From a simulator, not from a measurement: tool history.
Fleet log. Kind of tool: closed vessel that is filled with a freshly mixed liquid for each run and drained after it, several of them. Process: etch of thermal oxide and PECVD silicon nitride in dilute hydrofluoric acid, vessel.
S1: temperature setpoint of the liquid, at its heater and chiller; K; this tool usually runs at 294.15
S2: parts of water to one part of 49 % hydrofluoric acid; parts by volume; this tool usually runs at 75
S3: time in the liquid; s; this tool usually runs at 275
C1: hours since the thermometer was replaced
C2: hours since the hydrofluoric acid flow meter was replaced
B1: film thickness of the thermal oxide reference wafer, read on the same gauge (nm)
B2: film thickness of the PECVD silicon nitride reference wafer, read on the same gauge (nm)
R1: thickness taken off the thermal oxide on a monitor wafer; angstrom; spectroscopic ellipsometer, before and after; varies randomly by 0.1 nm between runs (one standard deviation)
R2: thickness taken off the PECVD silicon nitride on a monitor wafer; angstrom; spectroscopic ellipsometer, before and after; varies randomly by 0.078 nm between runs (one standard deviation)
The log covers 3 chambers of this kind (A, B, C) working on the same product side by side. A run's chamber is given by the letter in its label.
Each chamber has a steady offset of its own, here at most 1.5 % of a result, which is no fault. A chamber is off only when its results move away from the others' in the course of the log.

run,hour,S1,S2,S3,C1,C2,B1,B2,R1,R2
# hour 7.2: chamber A: thermometer replaced
1C,13.6,294.15,75,275,520,306.7,49.989,140,149.55,89.833
2A,25,294.15,75,275,17.9,769.1,49.994,139.99,147.73,89.059
3B,41.3,294.15,75,275,2217.1,1465.5,50.002,139.99,151.63,88.275
# hour 52.3: chamber B: hydrofluoric acid flow meter replaced
4B,54.2,294.15,75,275,2230,2,50.002,139.99,150.77,88.739
5A,65.2,294.15,75,275,58.1,809.3,50.039,140.01,148.83,88.186
6C,76,294.15,75,275,582.4,369.1,50.018,140,151.16,88.318
7A,86.6,294.15,75,275,79.5,830.7,49.995,139.96,150.57,89.557
8B,102.6,294.15,75,275,2278.4,50.4,50.023,140.01,152.41,87.476
9C,116.9,294.15,75,275,623.3,410,50.003,139.98,151.08,88.833
# hour 117.6: chamber A: hydrofluoric acid flow meter replaced
10B,131.9,294.15,75,275,2307.7,79.7,49.961,140.01,151.44,88.97
11C,144.6,294.15,75,275,651,437.7,50.007,140.01,149.39,89.805
12A,154.6,294.15,75,275,147.5,37,49.949,140,148.02,87.6
13C,164,294.15,75,275,670.4,457.1,49.986,140.03,151.05,88.543
14A,172.1,294.15,75,275,165,54.5,50.036,140.03,150.16,88.43
15B,183.8,294.15,75,275,2359.6,131.6,50.009,139.98,152.83,88.458
16C,196.3,294.15,75,275,702.7,489.4,50.009,140.02,150.07,87.073
17A,212.8,294.15,75,275,205.7,95.2,49.994,140,148.06,88.486
18B,221.7,294.15,75,275,2397.5,169.5,50.028,140.03,151.08,88.73
19A,236.6,294.15,75,275,229.5,119,50.027,140.01,148.3,88.783
20B,250.2,294.15,75,275,2426,198,49.999,139.99,149.68,88.136
21C,263.5,294.15,75,210,769.9,556.6,50.006,140.01,113.91,67.473
22B,273.7,294.15,75,210,2449.5,221.5,50.018,140,115.31,66.036
23A,288.9,294.15,75,210,281.8,171.3,49.938,140.01,115.11,67.808
24C,304.9,294.15,75,275,811.3,598,50.015,140,150.22,89.197
25C,320.5,294.15,75,275,826.9,613.6,49.956,140,150.87,88.002
26A,334,294.15,75,275,326.9,216.4,49.987,140.01,147.14,90.034
27B,346.9,294.15,75,275,2522.7,294.7,50.004,140.02,151.98,87.853

All 3 chambers run these settings next. Forecast each chamber's results:
28A,358.7,294.15,110,275,,,,,?,?
28B,358.7,294.15,110,275,,,,,?,?
28C,358.7,294.15,110,275,,,,,?,?

run,R1,R2
28A,98.058,61.088
28B,100.11,61.074
28C,97.498,61.739
